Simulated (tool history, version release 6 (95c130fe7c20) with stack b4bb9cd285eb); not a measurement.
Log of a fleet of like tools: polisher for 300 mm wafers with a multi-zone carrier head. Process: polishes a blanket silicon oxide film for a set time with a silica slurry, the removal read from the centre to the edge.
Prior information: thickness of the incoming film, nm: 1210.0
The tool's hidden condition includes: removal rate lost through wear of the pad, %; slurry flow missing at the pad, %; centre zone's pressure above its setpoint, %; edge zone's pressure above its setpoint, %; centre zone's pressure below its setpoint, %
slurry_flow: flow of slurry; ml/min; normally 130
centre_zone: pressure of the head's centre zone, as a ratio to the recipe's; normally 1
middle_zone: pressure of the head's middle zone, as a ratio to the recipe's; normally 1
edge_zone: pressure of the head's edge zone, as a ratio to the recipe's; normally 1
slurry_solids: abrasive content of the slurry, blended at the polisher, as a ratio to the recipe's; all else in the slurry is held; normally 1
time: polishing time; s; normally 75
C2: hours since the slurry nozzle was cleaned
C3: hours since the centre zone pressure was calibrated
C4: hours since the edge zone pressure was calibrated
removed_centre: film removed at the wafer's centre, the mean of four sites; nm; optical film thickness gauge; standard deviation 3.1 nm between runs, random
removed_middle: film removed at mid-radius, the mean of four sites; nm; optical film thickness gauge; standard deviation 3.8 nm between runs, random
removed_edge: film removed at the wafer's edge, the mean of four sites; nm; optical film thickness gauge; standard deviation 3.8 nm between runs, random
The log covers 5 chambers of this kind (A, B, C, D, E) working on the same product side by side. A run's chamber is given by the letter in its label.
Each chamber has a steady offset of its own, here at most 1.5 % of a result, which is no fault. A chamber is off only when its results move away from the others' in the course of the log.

run 1A hour=4.1 | slurry_flow=130 centre_zone=1 middle_zone=1 edge_zone=1 slurry_solids=1 time=75 | wafers_polished_on_this_pad=138 C2=673.1 C3=50.3 C4=162.4 | removed_centre=254.52 removed_middle=255.87 removed_edge=250.5
run 2C hour=8.8 | slurry_flow=130 centre_zone=1 middle_zone=1 edge_zone=1 slurry_solids=1 time=75 | wafers_polished_on_this_pad=216 C2=243.5 C3=1237.5 C4=939.1 | removed_centre=255.88 removed_middle=247.43 removed_edge=248.82
run 3E hour=11.3 | slurry_flow=130 centre_zone=1 middle_zone=1 edge_zone=1 slurry_solids=1 time=75 | wafers_polished_on_this_pad=208 C2=331.5 C3=172.2 C4=1115.5 | removed_centre=252.94 removed_middle=259.09 removed_edge=257.6
run 4B hour=15.7 | slurry_flow=130 centre_zone=1 middle_zone=1 edge_zone=1 slurry_solids=1 time=75 | wafers_polished_on_this_pad=186 C2=264.4 C3=772.4 C4=1385.6 | removed_centre=254.21 removed_middle=257.51 removed_edge=247.54
run 5D hour=20.7 | slurry_flow=130 centre_zone=1 middle_zone=1 edge_zone=1 slurry_solids=1 time=75 | wafers_polished_on_this_pad=435 C2=201.2 C3=115.6 C4=114.3 | removed_centre=251.38 removed_middle=257.32 removed_edge=254.94
-- hour=21 chamber B: edge zone pressure recalibrated
-- hour=21.3 chamber D: worn pad replaced by a new one
run 6E hour=25.8 | slurry_flow=130 centre_zone=1 middle_zone=1 edge_zone=1 slurry_solids=1 time=75 | wafers_polished_on_this_pad=283 C2=346 C3=186.7 C4=1130 | removed_centre=255.41 removed_middle=255.94 removed_edge=253.43
run 7B hour=31 | slurry_flow=130 centre_zone=1 middle_zone=1 edge_zone=1 slurry_solids=0.7 time=75 | wafers_polished_on_this_pad=265 C2=279.7 C3=787.7 C4=10 | removed_centre=210.17 removed_middle=220.03 removed_edge=210.89
run 8D hour=34.5 | slurry_flow=130 centre_zone=1 middle_zone=1 edge_zone=1 slurry_solids=0.7 time=75 | wafers_polished_on_this_pad=68 C2=215 C3=129.4 C4=128.1 | removed_centre=211.55 removed_middle=214.39 removed_edge=209.3
run 9C hour=38.3 | slurry_flow=130 centre_zone=1 middle_zone=1 edge_zone=1 slurry_solids=0.7 time=75 | wafers_polished_on_this_pad=369 C2=273 C3=1267 C4=968.6 | removed_centre=214.31 removed_middle=211.05 removed_edge=214.08
run 10A hour=41.3 | slurry_flow=130 centre_zone=1 middle_zone=1 edge_zone=1 slurry_solids=0.7 time=75 | wafers_polished_on_this_pad=331 C2=710.3 C3=87.5 C4=199.6 | removed_centre=211.61 removed_middle=212.35 removed_edge=210.25
run 11C hour=44.7 | slurry_flow=130 centre_zone=1 middle_zone=1 edge_zone=1 slurry_solids=0.7 time=75 | wafers_polished_on_this_pad=402 C2=279.4 C3=1273.4 C4=975 | removed_centre=209.39 removed_middle=210.69 removed_edge=213.06
run 12D hour=47.8 | slurry_flow=130 centre_zone=1 middle_zone=1 edge_zone=1 slurry_solids=1 time=75 | wafers_polished_on_this_pad=137 C2=228.3 C3=142.7 C4=141.4 | removed_centre=250.27 removed_middle=251.74 removed_edge=244.95
run 13A hour=51 | slurry_flow=130 centre_zone=1.11 middle_zone=0.94 edge_zone=1 slurry_solids=1 time=75 | wafers_polished_on_this_pad=382 C2=720 C3=97.2 C4=209.3 | removed_centre=284.78 removed_middle=238.75 removed_edge=253.12
run 14E hour=53.5 | slurry_flow=130 centre_zone=1.11 middle_zone=0.94 edge_zone=1 slurry_solids=1 time=75 | wafers_polished_on_this_pad=427 C2=373.7 C3=214.4 C4=1157.7 | removed_centre=283.64 removed_middle=240.43 removed_edge=246.68
run 15B hour=57.4 | slurry_flow=130 centre_zone=1.11 middle_zone=0.94 edge_zone=1 slurry_solids=1 time=75 | wafers_polished_on_this_pad=402 C2=306.1 C3=814.1 C4=36.4 | removed_centre=293.36 removed_middle=240.15 removed_edge=249.98
run 16E hour=61.6 | slurry_flow=130 centre_zone=1.11 middle_zone=0.94 edge_zone=1 slurry_solids=1 time=75 | wafers_polished_on_this_pad=469 C2=381.8 C3=222.5 C4=1165.8 | removed_centre=281.95 removed_middle=240.1 removed_edge=261.31
run 17D hour=65.9 | slurry_flow=130 centre_zone=1.11 middle_zone=0.94 edge_zone=1 slurry_solids=1 time=75 | wafers_polished_on_this_pad=231 C2=246.4 C3=160.8 C4=159.5 | removed_centre=281.09 removed_middle=238.71 removed_edge=252.69
run 18A hour=69.4 | slurry_flow=130 centre_zone=1 middle_zone=1 edge_zone=1 slurry_solids=1 time=75 | wafers_polished_on_this_pad=477 C2=738.4 C3=115.6 C4=227.7 | removed_centre=252.58 removed_middle=248.42 removed_edge=251.45
-- hour=72.7 chamber E: slurry nozzle cleaned
run 19C hour=74.4 | slurry_flow=130 centre_zone=1 middle_zone=1 edge_zone=1 slurry_solids=1 time=75 | wafers_polished_on_this_pad=556 C2=309.1 C3=1303.1 C4=1004.7 | removed_centre=254.95 removed_middle=250.02 removed_edge=254.8
run 20B hour=78.4 | slurry_flow=130 centre_zone=1 middle_zone=1.06 edge_zone=0.9 slurry_solids=1 time=75 | wafers_polished_on_this_pad=511 C2=327.1 C3=835.1 C4=57.4 | removed_centre=253.42 removed_middle=261.56 removed_edge=234.85
run 21A hour=80.7 | slurry_flow=130 centre_zone=1 middle_zone=1.06 edge_zone=0.9 slurry_solids=1 time=75 | wafers_polished_on_this_pad=536 C2=749.7 C3=126.9 C4=239 | removed_centre=253.07 removed_middle=262.85 removed_edge=233.64
-- hour=80.9 chamber B: worn pad replaced by a new one
run 22C hour=84.1 | slurry_flow=130 centre_zone=1 middle_zone=1.06 edge_zone=0.9 slurry_solids=1 time=75 | wafers_polished_on_this_pad=606 C2=318.8 C3=1312.8 C4=1014.4 | removed_centre=250.33 removed_middle=265.6 removed_edge=235.73
run 23D hour=87.8 | slurry_flow=130 centre_zone=1 middle_zone=1.06 edge_zone=0.9 slurry_solids=1 time=75 | wafers_polished_on_this_pad=345 C2=268.3 C3=182.7 C4=181.4 | removed_centre=249.27 removed_middle=265.04 removed_edge=234.51
run 24B hour=92.4 | slurry_flow=130 centre_zone=1 middle_zone=1.06 edge_zone=0.9 slurry_solids=1 time=75 | wafers_polished_on_this_pad=59 C2=341.1 C3=849.1 C4=71.4 | removed_centre=255.8 removed_middle=258.72 removed_edge=240.07
-- hour=93 chamber A: worn pad replaced by a new one
run 25E hour=97.6 | slurry_flow=130 centre_zone=1 middle_zone=1 edge_zone=1 slurry_solids=1 time=75 | wafers_polished_on_this_pad=656 C2=25 C3=258.5 C4=1201.8 | removed_centre=258.49 removed_middle=251.49 removed_edge=255.1
run 26E hour=101.5 | slurry_flow=130 centre_zone=1 middle_zone=1 edge_zone=1 slurry_solids=1 time=75 | wafers_polished_on_this_pad=676 C2=28.9 C3=262.4 C4=1205.7 | removed_centre=249.76 removed_middle=253.76 removed_edge=255.2
run 27C hour=106 | slurry_flow=110 centre_zone=1 middle_zone=1 edge_zone=1 slurry_solids=1 time=67 | wafers_polished_on_this_pad=720 C2=340.7 C3=1334.7 C4=1036.3 | removed_centre=215.9 removed_middle=214.86 removed_edge=218.8
-- hour=108.6 chamber D: worn pad replaced by a new one
run 28A hour=110.4 | slurry_flow=110 centre_zone=1 middle_zone=1 edge_zone=1 slurry_solids=1 time=67 | wafers_polished_on_this_pad=90 C2=779.4 C3=156.6 C4=268.7 | removed_centre=214.72 removed_middle=212.97 removed_edge=218.5
run 29B hour=113.6 | slurry_flow=110 centre_zone=1 middle_zone=1 edge_zone=1 slurry_solids=1 time=67 | wafers_polished_on_this_pad=169 C2=362.3 C3=870.3 C4=92.6 | removed_centre=220.19 removed_middle=217.55 removed_edge=218.94
run 30D hour=116.1 | slurry_flow=110 centre_zone=1 middle_zone=1 edge_zone=1 slurry_solids=1 time=67 | wafers_polished_on_this_pad=39 C2=296.6 C3=211 C4=209.7 | removed_centre=221.96 removed_middle=223.73 removed_edge=215.26
-- hour=117 chamber A: slurry nozzle cleaned
run 31B hour=121.3 | slurry_flow=110 centre_zone=1 middle_zone=1 edge_zone=1 slurry_solids=1 time=67 | wafers_polished_on_this_pad=209 C2=370 C3=878 C4=100.3 | removed_centre=213.92 removed_middle=215.11 removed_edge=219.61
run 32A hour=124.3 | slurry_flow=130 centre_zone=0.91 middle_zone=1 edge_zone=1 slurry_solids=0.75 time=75 | wafers_polished_on_this_pad=162 C2=7.3 C3=170.5 C4=282.6 | removed_centre=193.92 removed_middle=215.78 removed_edge=213.98
run 33D hour=127.2 | slurry_flow=130 centre_zone=0.91 middle_zone=1 edge_zone=1 slurry_solids=0.75 time=75 | wafers_polished_on_this_pad=96 C2=307.7 C3=222.1 C4=220.8 | removed_centre=197.18 removed_middle=220.72 removed_edge=215.93
run 34E hour=130.3 | slurry_flow=130 centre_zone=0.91 middle_zone=1 edge_zone=1 slurry_solids=0.75 time=75 | wafers_polished_on_this_pad=825 C2=57.7 C3=291.2 C4=1234.5 | removed_centre=200.97 removed_middle=221.45 removed_edge=215.42

Next, every chamber runs the same settings. What will each give?
run 35A hour=134 | slurry_flow=130 centre_zone=1 middle_zone=1 edge_zone=1 slurry_solids=1 time=75 | removed_centre=? removed_middle=? removed_edge=?
run 35B hour=134 | slurry_flow=130 centre_zone=1 middle_zone=1 edge_zone=1 slurry_solids=1 time=75 | removed_centre=? removed_middle=? removed_edge=?
run 35C hour=134 | slurry_flow=130 centre_zone=1 middle_zone=1 edge_zone=1 slurry_solids=1 time=75 | removed_centre=? removed_middle=? removed_edge=?
run 35D hour=134 | slurry_flow=130 centre_zone=1 middle_zone=1 edge_zone=1 slurry_solids=1 time=75 | removed_centre=? removed_middle=? removed_edge=?
run 35E hour=134 | slurry_flow=130 centre_zone=1 middle_zone=1 edge_zone=1 slurry_solids=1 time=75 | removed_centre=? removed_middle=? removed_edge=?

run=35A removed_centre=247.2 removed_middle=251.45 removed_edge=254.09
run=35B removed_centre=255.49 removed_middle=251.53 removed_edge=248.64
run=35C removed_centre=250.56 removed_middle=251.12 removed_edge=254
run=35D removed_centre=255.44 removed_middle=262.74 removed_edge=246.61
run=35E removed_centre=253.25 removed_middle=254.54 removed_edge=258.78

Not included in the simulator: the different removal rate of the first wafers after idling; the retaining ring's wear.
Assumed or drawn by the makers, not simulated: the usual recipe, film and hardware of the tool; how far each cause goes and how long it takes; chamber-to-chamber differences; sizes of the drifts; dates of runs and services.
